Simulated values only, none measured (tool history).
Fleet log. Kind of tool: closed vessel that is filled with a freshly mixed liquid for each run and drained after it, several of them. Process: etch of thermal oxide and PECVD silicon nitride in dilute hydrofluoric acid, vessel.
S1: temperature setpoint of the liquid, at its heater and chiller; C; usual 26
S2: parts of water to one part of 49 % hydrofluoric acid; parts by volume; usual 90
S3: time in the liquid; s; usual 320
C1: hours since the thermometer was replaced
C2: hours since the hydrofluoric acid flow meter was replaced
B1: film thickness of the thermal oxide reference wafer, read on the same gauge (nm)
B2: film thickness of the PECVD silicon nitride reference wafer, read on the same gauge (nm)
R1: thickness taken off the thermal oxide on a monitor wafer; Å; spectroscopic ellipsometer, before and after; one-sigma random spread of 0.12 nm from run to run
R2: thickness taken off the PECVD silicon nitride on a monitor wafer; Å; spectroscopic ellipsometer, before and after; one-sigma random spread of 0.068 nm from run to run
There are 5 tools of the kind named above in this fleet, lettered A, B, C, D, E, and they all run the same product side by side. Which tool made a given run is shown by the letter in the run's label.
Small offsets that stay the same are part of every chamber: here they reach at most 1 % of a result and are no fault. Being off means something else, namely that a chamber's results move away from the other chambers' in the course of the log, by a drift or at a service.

{"run": "1A", "day": 0.433, "S1": 26, "S2": 90, "S3": 320, "C1": 2444.6, "C2": 1137.1, "B1": 79.991, "B2": 129.98, "R1": 192.93, "R2": 93.454}
{"run": "2B", "day": 1.017, "S1": 26, "S2": 90, "S3": 320, "C1": 256.1, "C2": 2214.0, "B1": 80.024, "B2": 130.0, "R1": 189.7, "R2": 93.848}
{"day": 1.521, "done": "chamber B: hydrofluoric acid flow meter replaced"}
{"run": "3E", "day": 1.638, "S1": 26, "S2": 90, "S3": 320, "C1": 906.1, "C2": 466.2, "B1": 80.024, "B2": 130.02, "R1": 187.83, "R2": 92.372}
{"run": "4C", "day": 2.238, "S1": 26, "S2": 90, "S3": 320, "C1": 1351.6, "C2": 54.9, "B1": 80.016, "B2": 129.98, "R1": 194.13, "R2": 93.188}
{"run": "5D", "day": 2.546, "S1": 26, "S2": 90, "S3": 320, "C1": 1212.1, "C2": 1030.5, "B1": 80.011, "B2": 129.97, "R1": 191.49, "R2": 92.367}
{"day": 2.721, "done": "chamber A: thermometer replaced"}
{"run": "6D", "day": 2.962, "S1": 26, "S2": 90, "S3": 320, "C1": 1222.1, "C2": 1040.5, "B1": 80.002, "B2": 129.98, "R1": 192.79, "R2": 92.31}
{"run": "7B", "day": 3.467, "S1": 26, "S2": 90, "S3": 320, "C1": 314.9, "C2": 46.8, "B1": 79.983, "B2": 130.0, "R1": 187.55, "R2": 94.514}
{"run": "8A", "day": 3.962, "S1": 26, "S2": 90, "S3": 320, "C1": 29.8, "C2": 1221.8, "B1": 79.986, "B2": 130.01, "R1": 189.7, "R2": 93.716}
{"run": "9C", "day": 4.433, "S1": 26, "S2": 105, "S3": 385, "C1": 1404.3, "C2": 107.6, "B1": 80.031, "B2": 129.98, "R1": 193.02, "R2": 96.052}
{"run": "10E", "day": 4.792, "S1": 26, "S2": 105, "S3": 385, "C1": 981.8, "C2": 541.9, "B1": 80.031, "B2": 130.0, "R1": 189.08, "R2": 96.001}
{"run": "11E", "day": 5.321, "S1": 26, "S2": 105, "S3": 385, "C1": 994.5, "C2": 554.6, "B1": 80.004, "B2": 129.97, "R1": 191.17, "R2": 95.584}
{"run": "12D", "day": 5.812, "S1": 26, "S2": 105, "S3": 385, "C1": 1290.5, "C2": 1108.9, "B1": 80.005, "B2": 130.07, "R1": 193.16, "R2": 95.627}
{"run": "13A", "day": 6.342, "S1": 26, "S2": 105, "S3": 385, "C1": 86.9, "C2": 1278.9, "B1": 80.006, "B2": 130.01, "R1": 194.36, "R2": 96.887}
{"run": "14B", "day": 6.654, "S1": 26, "S2": 90, "S3": 320, "C1": 391.4, "C2": 123.3, "B1": 79.988, "B2": 130.05, "R1": 189.48, "R2": 93.828}
{"run": "15C", "day": 7.004, "S1": 26, "S2": 90, "S3": 320, "C1": 1466.0, "C2": 169.3, "B1": 79.983, "B2": 130.03, "R1": 190.25, "R2": 95.235}
{"run": "16B", "day": 7.321, "S1": 26, "S2": 90, "S3": 320, "C1": 407.4, "C2": 139.3, "B1": 79.971, "B2": 130.0, "R1": 190.64, "R2": 95.205}
{"run": "17D", "day": 7.733, "S1": 26, "S2": 90, "S3": 320, "C1": 1336.6, "C2": 1155.0, "B1": 80.026, "B2": 130.01, "R1": 192.23, "R2": 93.233}
{"run": "18A", "day": 8.042, "S1": 26, "S2": 90, "S3": 320, "C1": 127.7, "C2": 1319.7, "B1": 80.013, "B2": 130.01, "R1": 190.82, "R2": 93.66}
{"day": 8.179, "done": "chamber D: hydrofluoric acid flow meter replaced"}
{"run": "19E", "day": 8.454, "S1": 26, "S2": 65, "S3": 240, "C1": 1069.7, "C2": 629.8, "B1": 80.007, "B2": 130.0, "R1": 201.19, "R2": 95.837}
{"run": "20C", "day": 8.817, "S1": 26, "S2": 65, "S3": 240, "C1": 1509.5, "C2": 212.8, "B1": 80.027, "B2": 129.97, "R1": 203.86, "R2": 96.302}
{"run": "21E", "day": 9.333, "S1": 26, "S2": 65, "S3": 240, "C1": 1090.8, "C2": 650.9, "B1": 80.015, "B2": 130.02, "R1": 201.48, "R2": 95.986}
{"run": "22D", "day": 9.938, "S1": 26, "S2": 65, "S3": 240, "C1": 1389.5, "C2": 42.2, "B1": 80.015, "B2": 130.02, "R1": 205.7, "R2": 95.907}
{"run": "23B", "day": 10.525, "S1": 26, "S2": 65, "S3": 240, "C1": 484.3, "C2": 216.2, "B1": 79.993, "B2": 130.0, "R1": 204.83, "R2": 98.166}
{"run": "24A", "day": 10.85, "S1": 26, "S2": 120, "S3": 425, "C1": 195.1, "C2": 1387.1, "B1": 80.029, "B2": 130.0, "R1": 183.63, "R2": 93.69}
{"run": "25C", "day": 11.446, "S1": 26, "S2": 120, "S3": 425, "C1": 1572.6, "C2": 275.9, "B1": 80.015, "B2": 130.01, "R1": 183.43, "R2": 93.464}
{"run": "26A", "day": 11.758, "S1": 26, "S2": 120, "S3": 425, "C1": 216.9, "C2": 1408.9, "B1": 79.962, "B2": 129.99, "R1": 184.78, "R2": 93.798}
{"run": "27C", "day": 12.117, "S1": 26, "S2": 120, "S3": 425, "C1": 1588.7, "C2": 292.0, "B1": 80.012, "B2": 129.99, "R1": 183.56, "R2": 92.971}
{"run": "28D", "day": 12.646, "S1": 26, "S2": 120, "S3": 425, "C1": 1454.5, "C2": 107.2, "B1": 79.983, "B2": 130.01, "R1": 183.13, "R2": 93.004}
{"run": "29E", "day": 12.958, "S1": 26, "S2": 90, "S3": 320, "C1": 1177.8, "C2": 737.9, "B1": 80.001, "B2": 130.01, "R1": 187.76, "R2": 92.685}
{"run": "30B", "day": 13.458, "S1": 26, "S2": 90, "S3": 320, "C1": 554.7, "C2": 286.6, "B1": 80.007, "B2": 129.95, "R1": 191.23, "R2": 93.3}
{"run": "31A", "day": 13.738, "S1": 26, "S2": 90, "S3": 320, "C1": 264.4, "C2": 1456.4, "B1": 80.029, "B2": 129.99, "R1": 188.88, "R2": 92.806}
{"run": "32D", "day": 14.233, "S1": 30, "S2": 120, "S3": 320, "C1": 1492.6, "C2": 145.3, "B1": 79.981, "B2": 130.0, "R1": 160.31, "R2": 89.834}
{"run": "33E", "day": 14.717, "S1": 30, "S2": 120, "S3": 320, "C1": 1220.0, "C2": 780.1, "B1": 79.969, "B2": 130.03, "R1": 155.94, "R2": 89.694}
{"run": "34C", "day": 15.054, "S1": 30, "S2": 120, "S3": 320, "C1": 1659.2, "C2": 362.5, "B1": 79.97, "B2": 129.99, "R1": 162.15, "R2": 89.902}
{"run": "35B", "day": 15.454, "S1": 30, "S2": 120, "S3": 320, "C1": 602.6, "C2": 334.5, "B1": 79.986, "B2": 130.01, "R1": 158.62, "R2": 91.604}
{"run": "36E", "day": 15.938, "S1": 30, "S2": 120, "S3": 320, "C1": 1249.3, "C2": 809.4, "B1": 80.001, "B2": 130.03, "R1": 159.72, "R2": 89.405}
{"run": "37D", "day": 16.379, "S1": 26, "S2": 90, "S3": 320, "C1": 1544.1, "C2": 196.8, "B1": 79.999, "B2": 130.01, "R1": 189.44, "R2": 93.014}
{"run": "38A", "day": 16.962, "S1": 26, "S2": 90, "S3": 320, "C1": 341.8, "C2": 1533.8, "B1": 80.023, "B2": 130.0, "R1": 192.13, "R2": 94.015}
{"run": "39B", "day": 17.229, "S1": 26, "S2": 90, "S3": 320, "C1": 645.2, "C2": 377.1, "B1": 79.971, "B2": 130.02, "R1": 190.94, "R2": 93.598}
{"run": "40C", "day": 17.733, "S1": 26, "S2": 90, "S3": 320, "C1": 1723.5, "C2": 426.8, "B1": 79.971, "B2": 129.99, "R1": 191.82, "R2": 93.114}

Next, all 5 chambers run the settings below, one line each with question marks for the results. What does each chamber give?
{"run": "41A", "day": 18.179, "S1": 26, "S2": 90, "S3": 195, "R1": "?", "R2": "?"}
{"run": "41B", "day": 18.179, "S1": 26, "S2": 90, "S3": 195, "R1": "?", "R2": "?"}
{"run": "41C", "day": 18.179, "S1": 26, "S2": 90, "S3": 195, "R1": "?", "R2": "?"}
{"run": "41D", "day": 18.179, "S1": 26, "S2": 90, "S3": 195, "R1": "?", "R2": "?"}
{"run": "41E", "day": 18.179, "S1": 26, "S2": 90, "S3": 195, "R1": "?", "R2": "?"}

run=41A R1=117.71 R2=56.327
run=41B R1=115.42 R2=57.454
run=41C R1=116.78 R2=56.194
run=41D R1=114.22 R2=57.089
run=41E R1=115.06 R2=56.598
